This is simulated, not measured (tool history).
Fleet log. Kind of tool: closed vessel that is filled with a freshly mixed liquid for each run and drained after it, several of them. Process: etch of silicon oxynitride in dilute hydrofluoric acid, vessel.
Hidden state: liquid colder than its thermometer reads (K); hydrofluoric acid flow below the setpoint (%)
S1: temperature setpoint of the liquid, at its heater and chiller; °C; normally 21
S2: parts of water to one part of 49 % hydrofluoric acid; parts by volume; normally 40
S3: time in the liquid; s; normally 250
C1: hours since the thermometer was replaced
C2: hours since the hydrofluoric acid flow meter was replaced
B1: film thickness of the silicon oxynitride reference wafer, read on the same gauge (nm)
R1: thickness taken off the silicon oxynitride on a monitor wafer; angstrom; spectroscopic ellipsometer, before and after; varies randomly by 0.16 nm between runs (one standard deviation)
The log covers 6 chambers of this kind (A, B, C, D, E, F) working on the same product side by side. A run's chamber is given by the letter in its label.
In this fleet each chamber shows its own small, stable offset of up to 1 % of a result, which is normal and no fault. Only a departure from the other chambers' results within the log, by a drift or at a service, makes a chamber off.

run 1D hour=9 | S1=21 S2=40 S3=250 | C1=704.4 C2=1322 | B1=150.02 | R1=245.14
run 2F hour=21.6 | S1=21 S2=40 S3=250 | C1=1025.9 C2=765.9 | B1=149.93 | R1=245.73
run 3A hour=32.3 | S1=21 S2=40 S3=250 | C1=839.5 C2=488.3 | B1=150.02 | R1=246.7
run 4B hour=40.3 | S1=21 S2=40 S3=250 | C1=622.2 C2=97 | B1=149.96 | R1=244.24
run 5C hour=50.5 | S1=21 S2=40 S3=250 | C1=829.1 C2=641.6 | B1=150 | R1=242.43
run 6E hour=57.9 | S1=21 S2=40 S3=125 | C1=465.2 C2=285 | B1=150.05 | R1=121.27
run 7D hour=69 | S1=21 S2=40 S3=125 | C1=764.4 C2=1382 | B1=150 | R1=122.92
run 8F hour=82.4 | S1=21 S2=40 S3=125 | C1=1086.7 C2=826.7 | B1=149.97 | R1=125.1
run 9A hour=92.8 | S1=21 S2=40 S3=125 | C1=900 C2=548.8 | B1=150.03 | R1=122.51
-- hour=99.7 chamber D: hydrofluoric acid flow meter replaced
run 10E hour=103.4 | S1=21 S2=40 S3=125 | C1=510.7 C2=330.5 | B1=150 | R1=122.23
run 11C hour=117 | S1=21 S2=40 S3=125 | C1=895.6 C2=708.1 | B1=150.02 | R1=121.5
-- hour=126.3 chamber D: thermometer replaced
run 12B hour=130.2 | S1=21 S2=40 S3=250 | C1=712.1 C2=186.9 | B1=149.98 | R1=246.68
run 13D hour=142.5 | S1=21 S2=40 S3=250 | C1=16.2 C2=42.8 | B1=150.01 | R1=247.14
run 14E hour=152.8 | S1=21 S2=40 S3=250 | C1=560.1 C2=379.9 | B1=149.98 | R1=243.36
run 15F hour=166.6 | S1=21 S2=30 S3=250 | C1=1170.9 C2=910.9 | B1=150.02 | R1=332.93
run 16B hour=175.7 | S1=21 S2=30 S3=250 | C1=757.6 C2=232.4 | B1=149.95 | R1=329.5
run 17A hour=183.4 | S1=21 S2=30 S3=250 | C1=990.6 C2=639.4 | B1=150 | R1=322.22
run 18C hour=189.9 | S1=21 S2=30 S3=250 | C1=968.5 C2=781 | B1=150 | R1=324.47
run 19A hour=201.1 | S1=21 S2=30 S3=250 | C1=1008.3 C2=657.1 | B1=149.97 | R1=332.91
run 20B hour=208 | S1=21 S2=30 S3=250 | C1=789.9 C2=264.7 | B1=150.03 | R1=330.7
run 21C hour=214.8 | S1=21 S2=40 S3=250 | C1=993.4 C2=805.9 | B1=149.99 | R1=244.34
run 22E hour=221.7 | S1=21 S2=40 S3=250 | C1=629 C2=448.8 | B1=149.97 | R1=244.15
run 23F hour=233.2 | S1=21 S2=40 S3=250 | C1=1237.5 C2=977.5 | B1=149.96 | R1=246.5
run 24D hour=244.2 | S1=21 S2=40 S3=250 | C1=117.9 C2=144.5 | B1=149.98 | R1=247.6
run 25D hour=252.7 | S1=21 S2=40 S3=250 | C1=126.4 C2=153 | B1=149.96 | R1=247.81
run 26F hour=262.9 | S1=21 S2=40 S3=250 | C1=1267.2 C2=1007.2 | B1=149.97 | R1=246.36
run 27B hour=276.8 | S1=21 S2=40 S3=250 | C1=858.7 C2=333.5 | B1=150.02 | R1=239.34
run 28A hour=290.2 | S1=21 S2=40 S3=250 | C1=1097.4 C2=746.2 | B1=150.04 | R1=246.69
run 29E hour=299.2 | S1=21 S2=40 S3=250 | C1=706.5 C2=526.3 | B1=150 | R1=245.06
run 30C hour=313.8 | S1=21 S2=40 S3=250 | C1=1092.4 C2=904.9 | B1=149.99 | R1=244.89
run 31B hour=327.4 | S1=21 S2=40 S3=250 | C1=909.3 C2=384.1 | B1=150 | R1=237.83
run 32F hour=339.5 | S1=21 S2=40 S3=250 | C1=1343.8 C2=1083.8 | B1=149.96 | R1=245.6
run 33C hour=351.1 | S1=21 S2=40 S3=250 | C1=1129.7 C2=942.2 | B1=150.02 | R1=243.93
run 34A hour=364.4 | S1=21 S2=40 S3=250 | C1=1171.6 C2=820.4 | B1=149.98 | R1=245.65
run 35D hour=375.2 | S1=21 S2=40 S3=250 | C1=248.9 C2=275.5 | B1=150.03 | R1=246.46
run 36E hour=389.4 | S1=21 S2=40 S3=250 | C1=796.7 C2=616.5 | B1=149.95 | R1=243.8
run 37F hour=396.5 | S1=21 S2=40 S3=250 | C1=1400.8 C2=1140.8 | B1=149.98 | R1=247.13
run 38D hour=405 | S1=24 S2=55 S3=250 | C1=278.7 C2=305.3 | B1=150.01 | R1=204.77
run 39E hour=416.3 | S1=24 S2=55 S3=250 | C1=823.6 C2=643.4 | B1=150 | R1=204.79
run 40C hour=424.3 | S1=24 S2=55 S3=250 | C1=1202.9 C2=1015.4 | B1=150.02 | R1=202.92
run 41A hour=430.9 | S1=24 S2=55 S3=250 | C1=1238.1 C2=886.9 | B1=150.01 | R1=203.7
run 42B hour=445.8 | S1=24 S2=55 S3=250 | C1=1027.7 C2=502.5 | B1=150.03 | R1=196.37
run 43A hour=459.2 | S1=24 S2=55 S3=250 | C1=1266.4 C2=915.2 | B1=150.01 | R1=204.16
run 44F hour=470.7 | S1=21 S2=40 S3=250 | C1=1475 C2=1215 | B1=149.99 | R1=244.07

One chamber off, gauge drift, or nothing amiss beyond the chambers' own small offsets? If it is a chamber, which one, and what is the likeliest cause?

Little by little, chamber B moves away from the other chambers.
Cause: liquid colder than its thermometer reads (K) = 0.924.
It could be hard to tell apart here from: hydrofluoric acid flow below the setpoint (%).

Chamber B could run next with any of the 4 candidate recipes listed below; each alters the usual settings, and their results appear as question marks. Which one brings its results back in line with what the other chambers deliver on the usual settings?
To be in line, a result may differ from the other chambers' mean on the usual settings by at most: R1 5.6 angstrom
run 45B-1 hour=481.4 | S1=21 S2=40 S3=230 | R1=?
run 45B-2 hour=481.4 | S1=22 S2=40 S3=250 | R1=?
run 45B-3 hour=481.4 | S1=21 S2=40 S3=270 | R1=?
run 45B-4 hour=481.4 | S1=21 S2=40 S3=240 | R1=?

On the usual settings, the other chambers give on average: R1 244.91 angstrom
run=45B-1 R1=214.43
run=45B-2 R1=244.88
run=45B-3 R1=251.72
run=45B-4 R1=223.75
The answer is 45B-2, which returns the chamber to within the allowed miss of the others.
